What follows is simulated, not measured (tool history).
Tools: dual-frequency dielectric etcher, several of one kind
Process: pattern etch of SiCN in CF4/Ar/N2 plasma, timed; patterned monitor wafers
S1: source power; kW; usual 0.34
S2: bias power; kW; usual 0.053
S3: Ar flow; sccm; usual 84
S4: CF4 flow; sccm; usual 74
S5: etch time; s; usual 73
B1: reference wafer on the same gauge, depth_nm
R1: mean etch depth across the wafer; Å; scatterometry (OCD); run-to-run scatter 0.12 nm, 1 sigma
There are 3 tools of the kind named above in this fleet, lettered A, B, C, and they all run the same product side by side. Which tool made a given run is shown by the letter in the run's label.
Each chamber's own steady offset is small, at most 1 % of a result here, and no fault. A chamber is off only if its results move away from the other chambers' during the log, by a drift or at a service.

run,hour,S1,S2,S3,S4,S5,B1,R1
1A,5.8,0.34,0.053,84,74,73,45.005,456.78
2B,10.1,0.34,0.053,84,74,73,45.004,455.45
3C,16.6,0.34,0.053,84,74,73,45.005,458.59
4A,24.6,0.34,0.053,84,74,73,45.006,459.27
5C,28.7,0.34,0.042,84,62,73,45.011,414.58
6B,35.3,0.34,0.042,84,62,73,45.001,409.86
7B,43.5,0.34,0.042,84,62,73,44.995,410
8A,51.1,0.34,0.053,84,64,73,44.991,446.15
9C,58.6,0.34,0.053,84,64,73,45.017,448.04
10A,65.2,0.34,0.053,84,64,73,45.012,448.11
11C,70.4,0.34,0.053,84,74,73,45.004,459.95
12B,79.8,0.34,0.053,84,74,73,44.985,453.12
13C,86.2,0.34,0.053,103,74,56.5,44.979,344.98
14A,92.4,0.34,0.053,103,74,56.5,45.015,343.65
15B,98,0.34,0.053,103,74,56.5,44.982,341.91
16C,105,0.34,0.053,94,74,73,44.998,452.71
17B,110.9,0.34,0.053,94,74,73,45.004,446.73
18A,115.6,0.34,0.053,94,74,73,45.006,449.55
19B,122.3,0.34,0.053,84,74,73,44.984,454.97
20C,127.5,0.34,0.053,84,74,53,44.994,335.8
# hour 130.4: chamber C: wet clean of the chamber
21A,136.7,0.34,0.053,84,74,53,44.979,332.47
22A,141,0.34,0.053,84,74,53,45.007,332.47
# hour 143.7: chamber A: wet clean of the chamber
23C,148.5,0.34,0.053,84,74,73,45.026,463.95
# hour 151.1: chamber B: wet clean of the chamber
24B,155.4,0.34,0.053,84,74,73,44.996,453.24
25C,163.9,0.34,0.053,84,74,73,44.984,466.44
26A,168.8,0.34,0.053,84,74,73,45,457.55
27B,177,0.34,0.053,84,74,73,44.991,456.18
28C,186,0.34,0.053,84,74,73,44.963,468.84
29A,194.7,0.34,0.053,84,74,73,44.986,456.84
# hour 196.3: chamber A: bias power generator calibrated
30B,204.3,0.34,0.053,84,74,73,45.002,452.25
# hour 205: chamber C: bias power generator calibrated
31B,212.5,0.34,0.053,84,74,73,45.026,454.58
32A,219.1,0.34,0.053,84,74,73,44.984,455.97
33C,225.7,0.34,0.053,84,74,73,45.002,473.15
34B,230.8,0.34,0.053,84,74,73,44.995,457.22

Is one chamber off against the others, does the gauge drift, or is nothing wrong? If a chamber is off, say which, and what the likeliest cause is.

One chamber, C, drifts off from the rest bit by bit.
Likeliest cause: source power that arrives over what is set, % = 3.73.

Here are 4 candidates for chamber C's next run, each the usual settings with a change, their results left as question marks. Which one brings its results back in line with what the others give on the usual settings?
Maximum distance from the other chambers' mean on the usual settings for a result to count as in line: R1 4.1 Å
35C-1,237.7,0.34,0.053,106,74,73,,?
35C-2,237.7,0.34,0.053,93,74,73,,?
35C-3,237.7,0.34,0.053,84,74,76,,?
35C-4,237.7,0.34,0.056,84,74,73,,?

Average result of the remaining chambers running the usual settings: R1 455.92 Å
run,R1
35C-1,457.6
35C-2,467.2
35C-3,494.04
35C-4,483.08
The right change is 35C-1: it brings the chamber back within the allowed miss of the others.
